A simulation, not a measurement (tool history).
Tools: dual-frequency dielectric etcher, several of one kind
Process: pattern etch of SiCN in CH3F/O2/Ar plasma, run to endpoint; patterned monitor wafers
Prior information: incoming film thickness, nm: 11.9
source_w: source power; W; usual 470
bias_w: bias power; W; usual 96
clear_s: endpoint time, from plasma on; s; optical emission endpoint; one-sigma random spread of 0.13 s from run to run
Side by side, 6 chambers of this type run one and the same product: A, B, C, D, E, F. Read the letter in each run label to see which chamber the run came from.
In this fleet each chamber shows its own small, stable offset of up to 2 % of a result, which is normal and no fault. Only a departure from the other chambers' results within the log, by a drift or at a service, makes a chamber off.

run   hour  source_w  bias_w  clear_s
 1E      7       470      96   27.252
 2C   16.7       470      96   26.852
      17.1  -- chamber D: wet clean of the chamber
 3D   21.2       470      96   26.702
 4A   30.6       470      96   26.803
 5B   36.6       470      96   27.583
 6F   43.5       470      96   26.776
 7E     49       470      96   26.992
 8D   55.7       470      96   26.625
 9A   63.5       470      96   26.514
10B   70.6       470      96   27.482
11C   75.7       470      96   27.039
12F   85.1       470      96   27.232
        86  -- chamber B: wet clean of the chamber
13E   94.9       470      96   27.136
14A  100.6       470      96   26.788
15D  110.8       470      87   27.663
16F  118.6       470      87    28.16
17C  125.2       470      87   28.248
18B  132.6       470      87   28.402
19C    140       470      87   28.124
20B    150       470      87   28.532
21E  159.1       470     104   26.733
22F  166.9       470     104   26.266
23A  174.2       470     104   25.927
24D  179.5       470     104   25.884
25F  184.2       470     104   26.221
     184.4  -- chamber A: wet clean of the chamber
26E  189.4       470     104   26.653
27A  194.7       520     106   25.119
28D  204.9       520     106   24.995
29B  215.2       520     106   25.376
30C  221.8       520     106   25.185
31D  228.8       520     106    24.93
32E  234.6       520     106   25.766
33B  240.2       470      96    27.33
34C  249.2       470      96   27.033
35A  253.8       470      96   26.708
     256.9  -- chamber B: source power generator calibrated
36F  259.5       470      96   27.085
37C  267.5       400      81   30.374
38A  273.5       400      81   30.342
39F    280       400      81   30.703
40D  285.3       400      81    29.97
41E  293.3       400      81   31.776
42B  303.1       400      81   31.083

Is one chamber off against the others, does the gauge drift, or is nothing wrong? If a chamber is off, say which, and what the likeliest cause is.

Chamber E drifts away from the others.
What lies behind it: etch rate under this chamber's usual, % = 2.9.

Chamber E could run next with any of the 4 candidate recipes listed below; each alters the usual settings, and their results appear as question marks. Which one brings its results back in line with what the other chambers deliver on the usual settings?
A result is in line if it is within this distance of the other chambers' mean on the usual settings: clear_s 0.44 s
43E-1  310.5       470     114        ?
43E-2  310.5       470     106        ?
43E-3  310.5       470      80        ?
43E-4  310.5       420      96        ?

The mean the other chambers reach with the usual settings: clear_s 26.961 s
  run  clear_s
43E-1   26.169
43E-2   26.891
43E-3   29.769
43E-4   29.079
43E-2 brings the chamber back in line.
